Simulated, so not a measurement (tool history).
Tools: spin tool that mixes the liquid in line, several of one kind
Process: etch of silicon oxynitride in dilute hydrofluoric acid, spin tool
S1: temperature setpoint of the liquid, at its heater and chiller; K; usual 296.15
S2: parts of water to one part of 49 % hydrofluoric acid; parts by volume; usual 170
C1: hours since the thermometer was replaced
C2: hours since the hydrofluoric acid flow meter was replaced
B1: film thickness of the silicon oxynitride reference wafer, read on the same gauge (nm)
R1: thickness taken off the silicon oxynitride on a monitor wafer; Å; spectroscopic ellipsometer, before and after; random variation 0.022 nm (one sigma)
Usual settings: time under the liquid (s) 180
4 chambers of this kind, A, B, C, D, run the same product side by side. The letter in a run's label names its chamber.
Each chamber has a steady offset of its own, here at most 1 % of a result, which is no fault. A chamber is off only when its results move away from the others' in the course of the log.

{"run": "1A", "hour": 5.7, "S1": 296.15, "S2": 170, "time under the liquid (s)": 180, "C1": 1650.9, "C2": 509.6, "B1": 119.98, "R1": 16.717}
{"run": "2C", "hour": 12.9, "S1": 296.15, "S2": 170, "time under the liquid (s)": 180, "C1": 167.1, "C2": 1695.4, "B1": 119.97, "R1": 17.0}
{"run": "3D", "hour": 19.9, "S1": 296.15, "S2": 170, "time under the liquid (s)": 180, "C1": 1600.7, "C2": 189.1, "B1": 120.02, "R1": 16.846}
{"run": "4B", "hour": 25.9, "S1": 296.15, "S2": 170, "time under the liquid (s)": 180, "C1": 728.5, "C2": 557.5, "B1": 120.01, "R1": 16.916}
{"run": "5C", "hour": 33.1, "S1": 296.15, "S2": 170, "time under the liquid (s)": 180, "C1": 187.3, "C2": 1715.6, "B1": 120.02, "R1": 16.742}
{"run": "6B", "hour": 43.1, "S1": 296.15, "S2": 170, "time under the liquid (s)": 180, "C1": 745.7, "C2": 574.7, "B1": 120.0, "R1": 16.132}
{"run": "7A", "hour": 51.4, "S1": 296.15, "S2": 170, "time under the liquid (s)": 180, "C1": 1696.6, "C2": 555.3, "B1": 120.01, "R1": 16.862}
{"run": "8D", "hour": 56.1, "S1": 296.15, "S2": 170, "time under the liquid (s)": 180, "C1": 1636.9, "C2": 225.3, "B1": 120.01, "R1": 16.68}
{"run": "9D", "hour": 66.5, "S1": 296.15, "S2": 170, "time under the liquid (s)": 180, "C1": 1647.3, "C2": 235.7, "B1": 119.97, "R1": 16.698}
{"run": "10A", "hour": 76.9, "S1": 296.15, "S2": 170, "time under the liquid (s)": 180, "C1": 1722.1, "C2": 580.8, "B1": 120.02, "R1": 16.63}
{"run": "11C", "hour": 82.8, "S1": 296.15, "S2": 170, "time under the liquid (s)": 180, "C1": 237.0, "C2": 1765.3, "B1": 120.0, "R1": 17.161}
{"run": "12B", "hour": 91.0, "S1": 296.15, "S2": 170, "time under the liquid (s)": 180, "C1": 793.6, "C2": 622.6, "B1": 119.98, "R1": 16.092}
{"run": "13A", "hour": 100.9, "S1": 296.15, "S2": 170, "time under the liquid (s)": 180, "C1": 1746.1, "C2": 604.8, "B1": 119.99, "R1": 16.51}
{"run": "14B", "hour": 110.6, "S1": 296.15, "S2": 170, "time under the liquid (s)": 180, "C1": 813.2, "C2": 642.2, "B1": 119.99, "R1": 15.898}
{"run": "15D", "hour": 117.4, "S1": 296.15, "S2": 170, "time under the liquid (s)": 180, "C1": 1698.2, "C2": 286.6, "B1": 119.98, "R1": 16.61}
{"run": "16C", "hour": 124.6, "S1": 293.15, "S2": 170, "time under the liquid (s)": 180, "C1": 278.8, "C2": 1807.1, "B1": 119.99, "R1": 14.565}
{"run": "17A", "hour": 134.4, "S1": 293.15, "S2": 170, "time under the liquid (s)": 180, "C1": 1779.6, "C2": 638.3, "B1": 120.01, "R1": 14.334}
{"hour": 139.2, "done": "chamber C: hydrofluoric acid flow meter replaced"}
{"run": "18D", "hour": 144.7, "S1": 293.15, "S2": 170, "time under the liquid (s)": 180, "C1": 1725.5, "C2": 313.9, "B1": 120.01, "R1": 14.613}
{"run": "19B", "hour": 154.0, "S1": 293.15, "S2": 170, "time under the liquid (s)": 180, "C1": 856.6, "C2": 685.6, "B1": 120.01, "R1": 13.586}
{"run": "20C", "hour": 163.0, "S1": 296.15, "S2": 170, "time under the liquid (s)": 180, "C1": 317.2, "C2": 23.8, "B1": 119.98, "R1": 16.574}
{"run": "21D", "hour": 169.1, "S1": 296.15, "S2": 170, "time under the liquid (s)": 180, "C1": 1749.9, "C2": 338.3, "B1": 119.96, "R1": 16.907}
{"run": "22A", "hour": 175.4, "S1": 296.15, "S2": 170, "time under the liquid (s)": 180, "C1": 1820.6, "C2": 679.3, "B1": 120.03, "R1": 17.06}
{"run": "23C", "hour": 181.4, "S1": 296.15, "S2": 170, "time under the liquid (s)": 115, "C1": 335.6, "C2": 42.2, "B1": 120.0, "R1": 10.468}
{"run": "24B", "hour": 189.4, "S1": 296.15, "S2": 170, "time under the liquid (s)": 115, "C1": 892.0, "C2": 721.0, "B1": 120.01, "R1": 9.9803}

What goes on in this fleet: one chamber off, a drifting gauge, or nothing beyond the chambers' own small offsets? Name the chamber and the cause, if any.

Chamber B drifts away from the others.
Cause: hydrofluoric acid flow below the setpoint (%) = 9.44.
The log may not tell that from: liquid colder than its thermometer reads (K).

Here are 4 candidates for chamber B's next run, each the usual settings with a change, their results left as question marks. Which one brings its results back in line with what the others give on the usual settings?
In line means no further than this from the other chambers' mean on the usual settings: R1 0.7700 Å
{"run": "25B-1", "hour": 197.1, "S1": 296.15, "S2": 185, "time under the liquid (s)": 180, "R1": "?"}
{"run": "25B-2", "hour": 197.1, "S1": 296.15, "S2": 170, "time under the liquid (s)": 185, "R1": "?"}
{"run": "25B-3", "hour": 197.1, "S1": 295.65, "S2": 170, "time under the liquid (s)": 180, "R1": "?"}
{"run": "25B-4", "hour": 197.1, "S1": 296.15, "S2": 170, "time under the liquid (s)": 200, "R1": "?"}

The other chambers' mean on the usual settings: R1 16.7790 Å
run=25B-1 R1=13.7350
run=25B-2 R1=15.5690
run=25B-3 R1=14.8140
run=25B-4 R1=16.8320
25B-4 brings the chamber back in line.
